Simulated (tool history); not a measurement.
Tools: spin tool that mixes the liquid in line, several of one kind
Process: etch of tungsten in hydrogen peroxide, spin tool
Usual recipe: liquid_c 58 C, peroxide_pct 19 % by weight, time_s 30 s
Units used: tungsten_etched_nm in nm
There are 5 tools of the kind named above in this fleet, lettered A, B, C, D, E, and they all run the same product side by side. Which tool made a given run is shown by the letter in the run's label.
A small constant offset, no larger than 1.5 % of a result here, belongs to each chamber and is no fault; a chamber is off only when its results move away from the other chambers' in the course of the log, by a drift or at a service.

run,hour,liquid_c,peroxide_pct,time_s,hours since the thermometer was replaced,hours since the peroxide flow meter was replaced,hours since the heated supply line was repaired,hours since the drum of peroxide was connected,"read-back film thickness of the tungsten reference wafer, read on the same gauge (nm)",tungsten_etched_nm
1D,12.5,58,19,30,761.6,1050.3,1211.5,1056.4,89.976,67.236
2C,23,58,19,30,553.8,2178.4,906.5,1145.3,89.95,67.79
3A,29,58,19,30,773,1102.5,940.3,1001.3,90.014,66.596
4B,40.4,58,19,30,424.3,464.8,1231.3,269.4,90.001,68.233
5E,46.9,58,19,30,974.6,1210.3,1944.9,223.7,89.989,68.079
# hour 52.5: chamber A: heated supply line repaired
6A,53.9,58,19,30,797.9,1127.4,1.4,1026.2,89.986,67.149
7C,61.8,58,19,30,592.6,2217.2,945.3,1184.1,90,67.802
8B,74,58,19,40,457.9,498.4,1264.9,303,89.997,91.293
9D,84.8,58,19,40,833.9,1122.6,1283.8,1128.7,90.004,89.249
# hour 85.9: chamber C: new drum of peroxide connected
10E,91.5,58,19,40,1019.2,1254.9,1989.5,268.3,89.979,91.339
# hour 93.3: chamber E: peroxide flow meter replaced
11B,97.8,58,19,40,481.7,522.2,1288.7,326.8,90.036,91.178
12A,107.2,58,19,40,851.2,1180.7,54.7,1079.5,89.987,89.036
13D,113,58,19,30,862.1,1150.8,1312,1156.9,89.981,66.979
14E,119,58,19,30,1046.7,25.7,2017,295.8,89.955,68.358
15C,131.3,58,19,30,662.1,2286.7,1014.8,45.4,90.025,67.764
16A,141,58,19,30,885,1214.5,88.5,1113.3,89.979,67.128
17C,153.1,54.5,19,15,683.9,2308.5,1036.6,67.2,89.994,27.462
18D,161.9,54.5,19,15,911,1199.7,1360.9,1205.8,89.996,27.205
# hour 165.6: chamber E: heated supply line repaired
19E,171.6,54.5,19,15,1099.3,78.3,6,348.4,89.97,27.504
20B,180,54.5,19,15,563.9,604.4,1370.9,409,90.022,27.934
21C,192.4,54.5,19,15,723.2,2347.8,1075.9,106.5,89.988,27.419
22A,200,58,19,30,944,1273.5,147.5,1172.3,90.001,66.697
# hour 207.9: chamber C: peroxide flow meter replaced
23B,208.7,58,19,30,592.6,633.1,1399.6,437.7,90.032,69.064
# hour 218.1: chamber E: thermometer replaced
24D,220.7,58,19,30,969.8,1258.5,1419.7,1264.6,90.008,67.221
25E,230,58,19,30,11.9,136.7,64.4,406.8,89.999,68.64
26D,242.2,58,19,30,991.3,1280,1441.2,1286.1,89.993,67.25
27C,249.2,58,19,30,780,41.3,1132.7,163.3,89.981,67.481
28A,255.9,58,19,30,999.9,1329.4,203.4,1228.2,90,66.646
# hour 259.1: chamber D: thermometer replaced
29E,264.1,58,19,30,46,170.8,98.5,440.9,90.015,68.389
30B,275.3,48.5,19,30,659.2,699.7,1466.2,504.3,90.023,39.301
31E,282.4,48.5,19,30,64.3,189.1,116.8,459.2,90.013,39.098
# hour 283.1: chamber A: thermometer replaced
32C,288.6,48.5,19,30,819.4,80.7,1172.1,202.7,89.983,38.009
33D,301,48.5,19,30,42,1338.8,1500,1344.9,89.995,38.244
# hour 305.1: chamber D: new drum of peroxide connected
34B,309,48.5,19,30,692.9,733.4,1499.9,538,90.031,39.354
# hour 312.8: chamber A: new drum of peroxide connected
35A,315.5,58,19,30,32.5,1389,263,2.8,89.991,66.628
36C,323.5,50.5,19,30,854.3,115.6,1207,237.6,90.003,42.785
37B,333.9,50.5,19,30,717.8,758.3,1524.8,562.9,90.017,44.317
38D,342.5,50.5,19,30,83.5,1380.3,1541.5,37.5,89.971,43.169
39E,350.1,50.5,19,30,132,256.8,184.5,526.9,90.005,44.046

Each of the 5 chambers runs these same settings next. Fill in every chamber's results:
40A,359.1,64,19,30,,,,,,?
40B,359.1,64,19,30,,,,,,?
40C,359.1,64,19,30,,,,,,?
40D,359.1,64,19,30,,,,,,?
40E,359.1,64,19,30,,,,,,?

run,tungsten_etched_nm
40A,94.071
40B,97.79
40C,95.959
40D,94.634
40E,96.021
